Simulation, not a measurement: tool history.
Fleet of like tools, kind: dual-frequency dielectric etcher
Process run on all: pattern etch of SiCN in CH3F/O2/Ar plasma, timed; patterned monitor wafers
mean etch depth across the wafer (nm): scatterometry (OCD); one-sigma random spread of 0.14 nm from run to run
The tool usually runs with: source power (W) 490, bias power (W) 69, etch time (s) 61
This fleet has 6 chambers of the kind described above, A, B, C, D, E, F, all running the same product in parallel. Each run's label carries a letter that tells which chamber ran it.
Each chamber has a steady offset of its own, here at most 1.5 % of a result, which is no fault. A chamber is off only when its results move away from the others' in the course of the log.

run	day	source power (W)	bias power (W)	etch time (s)	read-back reference wafer on the same gauge, depth_nm	mean etch depth across the wafer (nm)
1B	0.212	490	69	61	29.135	24.467
2F	0.412	490	69	61	29.091	24.614
3E	0.571	490	69	61	29.091	24.419
4A	0.725	490	69	61	29.071	24.659
5C	0.842	490	69	61	29.113	24.031
6D	1.004	490	69	61	29.15	23.867
# day 1.058: chamber D: wet clean of the chamber
7E	1.221	490	69	61	29.074	24.737
8B	1.429	490	69	61	29.092	24.328
9F	1.554	490	69	61	29.087	24.423
# day 1.717: chamber B: wet clean of the chamber
10A	1.75	490	69	61	29.098	24.66
11C	1.946	490	69	61	29.098	24.215
12D	2.083	490	69	61	29.131	24.073
13E	2.238	490	69	61	29.131	24.452
14F	2.421	490	69	61	29.11	24.781
15B	2.65	490	69	61	29.106	24.415
16C	2.775	540	69	69	29.102	28.365
17D	2.883	540	69	69	29.126	28.56
18A	3.05	540	69	69	29.076	28.354
19E	3.238	540	69	69	29.098	29.044
20C	3.471	540	69	69	29.071	28.537
21B	3.662	540	69	69	29.109	28.679
22D	3.812	490	69	61	29.072	24.08
23F	3.933	490	69	61	29.116	24.363
24A	4.121	490	69	61	29.133	24.504
# day 4.225: chamber A: wet clean of the chamber
25B	4.346	490	69	61	29.088	24.36
26E	4.55	400	69	61	29.096	22.757
27F	4.692	400	69	61	29.109	22.784
28C	4.804	400	69	61	29.135	22.532
29A	5.029	400	69	61	29.084	22.583
30D	5.225	400	69	61	29.082	22.344
31D	5.408	400	69	61	29.127	22.625
32B	5.567	490	69	61	29.111	24.31
33A	5.671	490	69	61	29.1	24.532
34E	5.896	490	69	61	29.079	24.732
35C	6.067	490	69	61	29.073	24.35
36F	6.175	390	69	67.5	29.07	24.718
37F	6.304	390	69	67.5	29.163	24.878
38E	6.475	390	69	67.5	29.044	24.828
39B	6.579	390	69	67.5	29.106	24.942
40A	6.788	390	69	67.5	29.071	24.978
41D	6.892	390	69	67.5	29.076	24.738

Has any chamber moved away from the others, gradually or after a service, or does the common gauge drift, or do the chambers differ only by their own small steady offsets? State the chamber and the most likely cause if one applies.

All chambers stay in line apart from their small fixed offsets, and the gauge does not drift.
